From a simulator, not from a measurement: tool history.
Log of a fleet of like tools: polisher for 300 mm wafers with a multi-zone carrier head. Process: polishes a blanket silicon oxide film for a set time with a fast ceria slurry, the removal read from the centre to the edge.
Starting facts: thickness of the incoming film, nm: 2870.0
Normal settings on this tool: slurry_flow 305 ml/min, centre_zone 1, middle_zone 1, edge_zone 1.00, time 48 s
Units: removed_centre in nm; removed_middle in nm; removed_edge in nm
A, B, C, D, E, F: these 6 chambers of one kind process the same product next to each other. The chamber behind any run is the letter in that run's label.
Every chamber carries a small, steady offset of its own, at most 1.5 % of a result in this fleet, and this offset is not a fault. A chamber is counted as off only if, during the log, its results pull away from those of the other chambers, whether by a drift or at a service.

-- hour=2.3 chamber A: edge zone pressure recalibrated
-- hour=4.4 chamber F: worn pad replaced by a new one
run 1F hour=9.0 | slurry_flow=305 centre_zone=1 middle_zone=1 edge_zone=1.00 time=48 | removed_centre=535.80 removed_middle=533.97 removed_edge=528.63
-- hour=20.5 chamber E: worn pad replaced by a new one
-- hour=21.6 chamber B: slurry nozzle cleaned
run 2E hour=21.8 | slurry_flow=305 centre_zone=1 middle_zone=1 edge_zone=1.00 time=48 | removed_centre=534.71 removed_middle=535.97 removed_edge=525.01
-- hour=33.2 chamber B: worn pad replaced by a new one
run 3C hour=35.6 | slurry_flow=305 centre_zone=1 middle_zone=1 edge_zone=1.00 time=48 | removed_centre=526.71 removed_middle=544.08 removed_edge=529.55
-- hour=36.9 chamber D: worn pad replaced by a new one
run 4D hour=49.8 | slurry_flow=305 centre_zone=1 middle_zone=1 edge_zone=1.00 time=48 | removed_centre=524.34 removed_middle=515.26 removed_edge=532.81
run 5A hour=58.5 | slurry_flow=305 centre_zone=1 middle_zone=1 edge_zone=1.00 time=48 | removed_centre=527.68 removed_middle=543.72 removed_edge=526.40
-- hour=65.2 chamber A: worn pad replaced by a new one
-- hour=71.0 chamber C: worn pad replaced by a new one
run 6B hour=71.9 | slurry_flow=305 centre_zone=1 middle_zone=1 edge_zone=1.00 time=48 | removed_centre=512.55 removed_middle=530.46 removed_edge=538.30
run 7C hour=80.5 | slurry_flow=305 centre_zone=1 middle_zone=1 edge_zone=1.00 time=48 | removed_centre=517.66 removed_middle=534.64 removed_edge=527.68
-- hour=80.8 chamber C: edge zone pressure recalibrated
-- hour=85.4 chamber F: centre zone pressure recalibrated
-- hour=87.0 chamber F: worn pad replaced by a new one
run 8D hour=87.0 | slurry_flow=305 centre_zone=1 middle_zone=1 edge_zone=1.00 time=48 | removed_centre=536.37 removed_middle=528.97 removed_edge=534.60
run 9F hour=98.7 | slurry_flow=305 centre_zone=1 middle_zone=1 edge_zone=1.00 time=48 | removed_centre=534.35 removed_middle=539.68 removed_edge=529.18
run 10B hour=112.8 | slurry_flow=305 centre_zone=1 middle_zone=1 edge_zone=1.00 time=48 | removed_centre=521.34 removed_middle=535.63 removed_edge=537.39
-- hour=116.1 chamber B: worn pad replaced by a new one
-- hour=116.6 chamber E: worn pad replaced by a new one
run 11E hour=122.0 | slurry_flow=305 centre_zone=1 middle_zone=1 edge_zone=1.00 time=48 | removed_centre=533.94 removed_middle=530.40 removed_edge=525.70
run 12A hour=135.7 | slurry_flow=305 centre_zone=1 middle_zone=1 edge_zone=1.09 time=54 | removed_centre=593.89 removed_middle=600.07 removed_edge=616.10
-- hour=138.2 chamber D: worn pad replaced by a new one
-- hour=138.5 chamber A: centre zone pressure recalibrated
run 13C hour=150.1 | slurry_flow=305 centre_zone=1 middle_zone=1 edge_zone=1.09 time=54 | removed_centre=600.34 removed_middle=601.42 removed_edge=628.60
-- hour=156.0 chamber A: worn pad replaced by a new one
-- hour=158.2 chamber C: worn pad replaced by a new one
run 14E hour=161.8 | slurry_flow=305 centre_zone=1 middle_zone=1 edge_zone=1.09 time=54 | removed_centre=595.25 removed_middle=593.06 removed_edge=617.18
run 15A hour=168.6 | slurry_flow=305 centre_zone=1 middle_zone=1 edge_zone=1.09 time=54 | removed_centre=534.18 removed_middle=604.23 removed_edge=624.03
run 16D hour=178.8 | slurry_flow=305 centre_zone=1 middle_zone=1 edge_zone=1.09 time=54 | removed_centre=594.71 removed_middle=609.16 removed_edge=622.96
-- hour=183.4 chamber F: worn pad replaced by a new one
run 17B hour=188.5 | slurry_flow=305 centre_zone=1 middle_zone=1 edge_zone=1.09 time=54 | removed_centre=583.07 removed_middle=598.97 removed_edge=627.42
-- hour=196.2 chamber B: worn pad replaced by a new one
run 18F hour=202.5 | slurry_flow=305 centre_zone=1 middle_zone=1 edge_zone=1.00 time=48 | removed_centre=532.92 removed_middle=523.74 removed_edge=531.81
-- hour=209.0 chamber E: worn pad replaced by a new one
run 19E hour=213.0 | slurry_flow=305 centre_zone=1 middle_zone=1 edge_zone=1.00 time=48 | removed_centre=535.13 removed_middle=533.79 removed_edge=525.98
-- hour=217.1 chamber D: worn pad replaced by a new one
-- hour=220.8 chamber D: slurry nozzle cleaned
run 20A hour=220.9 | slurry_flow=305 centre_zone=1 middle_zone=1 edge_zone=1.00 time=48 | removed_centre=474.08 removed_middle=529.59 removed_edge=524.93
run 21D hour=232.3 | slurry_flow=305 centre_zone=1 middle_zone=1 edge_zone=1.00 time=48 | removed_centre=526.62 removed_middle=533.08 removed_edge=527.26
-- hour=244.1 chamber C: worn pad replaced by a new one
run 22C hour=246.1 | slurry_flow=305 centre_zone=1 middle_zone=1 edge_zone=1.00 time=48 | removed_centre=525.77 removed_middle=537.87 removed_edge=536.04
-- hour=254.8 chamber A: worn pad replaced by a new one
-- hour=256.1 chamber C: slurry nozzle cleaned
run 23B hour=256.6 | slurry_flow=305 centre_zone=1 middle_zone=1 edge_zone=1.00 time=48 | removed_centre=524.66 removed_middle=530.23 removed_edge=530.75
run 24F hour=270.9 | slurry_flow=305 centre_zone=1 middle_zone=1 edge_zone=1.00 time=48 | removed_centre=537.15 removed_middle=520.12 removed_edge=530.66
-- hour=271.4 chamber B: edge zone pressure recalibrated
-- hour=274.7 chamber B: worn pad replaced by a new one
-- hour=279.1 chamber F: worn pad replaced by a new one
-- hour=282.6 chamber E: slurry nozzle cleaned
run 25C hour=285.6 | slurry_flow=305 centre_zone=1 middle_zone=1 edge_zone=1.05 time=64 | removed_centre=687.04 removed_middle=704.43 removed_edge=727.02
run 26A hour=298.1 | slurry_flow=305 centre_zone=1 middle_zone=1 edge_zone=1.05 time=64 | removed_centre=615.83 removed_middle=714.93 removed_edge=721.53
-- hour=306.9 chamber B: slurry nozzle cleaned
run 27D hour=309.4 | slurry_flow=305 centre_zone=1 middle_zone=1 edge_zone=1.05 time=64 | removed_centre=697.91 removed_middle=703.93 removed_edge=725.31
-- hour=312.1 chamber E: worn pad replaced by a new one
-- hour=315.0 chamber D: worn pad replaced by a new one
run 28B hour=317.5 | slurry_flow=305 centre_zone=1 middle_zone=1 edge_zone=1.05 time=64 | removed_centre=687.12 removed_middle=710.69 removed_edge=737.54
-- hour=322.9 chamber F: edge zone pressure recalibrated
-- hour=330.0 chamber C: worn pad replaced by a new one
run 29E hour=330.0 | slurry_flow=305 centre_zone=1 middle_zone=1 edge_zone=1.05 time=64 | removed_centre=705.14 removed_middle=693.18 removed_edge=719.88
run 30F hour=338.7 | slurry_flow=305 centre_zone=1 middle_zone=1 edge_zone=1.05 time=64 | removed_centre=715.27 removed_middle=717.56 removed_edge=720.85
run 31A hour=349.8 | slurry_flow=305 centre_zone=1 middle_zone=1 edge_zone=1.00 time=48 | removed_centre=475.26 removed_middle=528.13 removed_edge=531.33
-- hour=350.7 chamber A: worn pad replaced by a new one
run 32E hour=357.7 | slurry_flow=305 centre_zone=1 middle_zone=1 edge_zone=1.00 time=48 | removed_centre=524.77 removed_middle=528.82 removed_edge=523.98
-- hour=358.2 chamber B: worn pad replaced by a new one
run 33F hour=371.3 | slurry_flow=305 centre_zone=1 middle_zone=1 edge_zone=1.00 time=48 | removed_centre=542.66 removed_middle=536.45 removed_edge=529.65
-- hour=371.5 chamber A: edge zone pressure recalibrated
run 34D hour=382.4 | slurry_flow=305 centre_zone=1 middle_zone=1 edge_zone=1.00 time=48 | removed_centre=534.10 removed_middle=526.60 removed_edge=537.34
run 35B hour=392.6 | slurry_flow=305 centre_zone=1 middle_zone=1 edge_zone=1.00 time=48 | removed_centre=527.00 removed_middle=522.56 removed_edge=539.10
-- hour=393.4 chamber A: slurry nozzle cleaned
-- hour=393.8 chamber C: centre zone pressure recalibrated
run 36C hour=400.8 | slurry_flow=305 centre_zone=1 middle_zone=1 edge_zone=1.00 time=48 | removed_centre=532.94 removed_middle=537.16 removed_edge=533.97
-- hour=403.2 chamber D: worn pad replaced by a new one
-- hour=408.4 chamber E: worn pad replaced by a new one
run 37E hour=412.7 | slurry_flow=305 centre_zone=1 middle_zone=1 edge_zone=1.00 time=48 | removed_centre=527.83 removed_middle=531.08 removed_edge=518.72
-- hour=415.1 chamber C: worn pad replaced by a new one
run 38A hour=419.9 | slurry_flow=240 centre_zone=1 middle_zone=1 edge_zone=1.00 time=48 | removed_centre=461.01 removed_middle=524.61 removed_edge=517.32
run 39C hour=427.6 | slurry_flow=240 centre_zone=1 middle_zone=1 edge_zone=1.00 time=48 | removed_centre=502.77 removed_middle=526.17 removed_edge=523.54
run 40B hour=436.4 | slurry_flow=240 centre_zone=1 middle_zone=1 edge_zone=1.00 time=48 | removed_centre=502.58 removed_middle=518.74 removed_edge=524.93
run 41D hour=446.4 | slurry_flow=240 centre_zone=1 middle_zone=1 edge_zone=1.00 time=48 | removed_centre=503.98 removed_middle=516.12 removed_edge=522.43

Is one chamber out of step, is the gauge drifting, or do the chambers differ by no more than their own small offsets? For an off chamber, give its letter and the likeliest cause.

After it was serviced, chamber A no longer matches the other chambers.
What lies behind it: centre zone's pressure below its setpoint, % = 10.

Chamber A could run next with any of the 4 candidate recipes listed below; each alters the usual settings, and their results appear as question marks. Which one brings its results back in line with what the other chambers deliver on the usual settings?
In line means no further than this from the other chambers' mean on the usual settings: removed_centre 18.00 nm; removed_middle 20.00 nm; removed_edge 14.00 nm
run 42A-1 hour=456.9 | slurry_flow=300 centre_zone=0.92 middle_zone=1.03 edge_zone=1.02 time=47 | removed_centre=? removed_middle=? removed_edge=?
run 42A-2 hour=456.9 | slurry_flow=315 centre_zone=1.16 middle_zone=0.94 edge_zone=0.96 time=50 | removed_centre=? removed_middle=? removed_edge=?
run 42A-3 hour=456.9 | slurry_flow=295 centre_zone=0.85 middle_zone=1.06 edge_zone=1.03 time=47 | removed_centre=? removed_middle=? removed_edge=?
run 42A-4 hour=456.9 | slurry_flow=310 centre_zone=1.08 middle_zone=0.97 edge_zone=0.98 time=49 | removed_centre=? removed_middle=? removed_edge=?

The other chambers' mean on the usual settings: removed_centre 527.38 nm; removed_middle 530.57 nm; removed_edge 530.96 nm
run=42A-1 removed_centre=423.83 removed_middle=535.83 removed_edge=519.51
run=42A-2 removed_centre=587.05 removed_middle=526.25 removed_edge=538.13
run=42A-3 removed_centre=386.58 removed_middle=549.41 removed_edge=521.32
run=42A-4 removed_centre=530.73 removed_middle=530.08 removed_edge=532.16
42A-4 puts the chamber back in line with the other chambers.

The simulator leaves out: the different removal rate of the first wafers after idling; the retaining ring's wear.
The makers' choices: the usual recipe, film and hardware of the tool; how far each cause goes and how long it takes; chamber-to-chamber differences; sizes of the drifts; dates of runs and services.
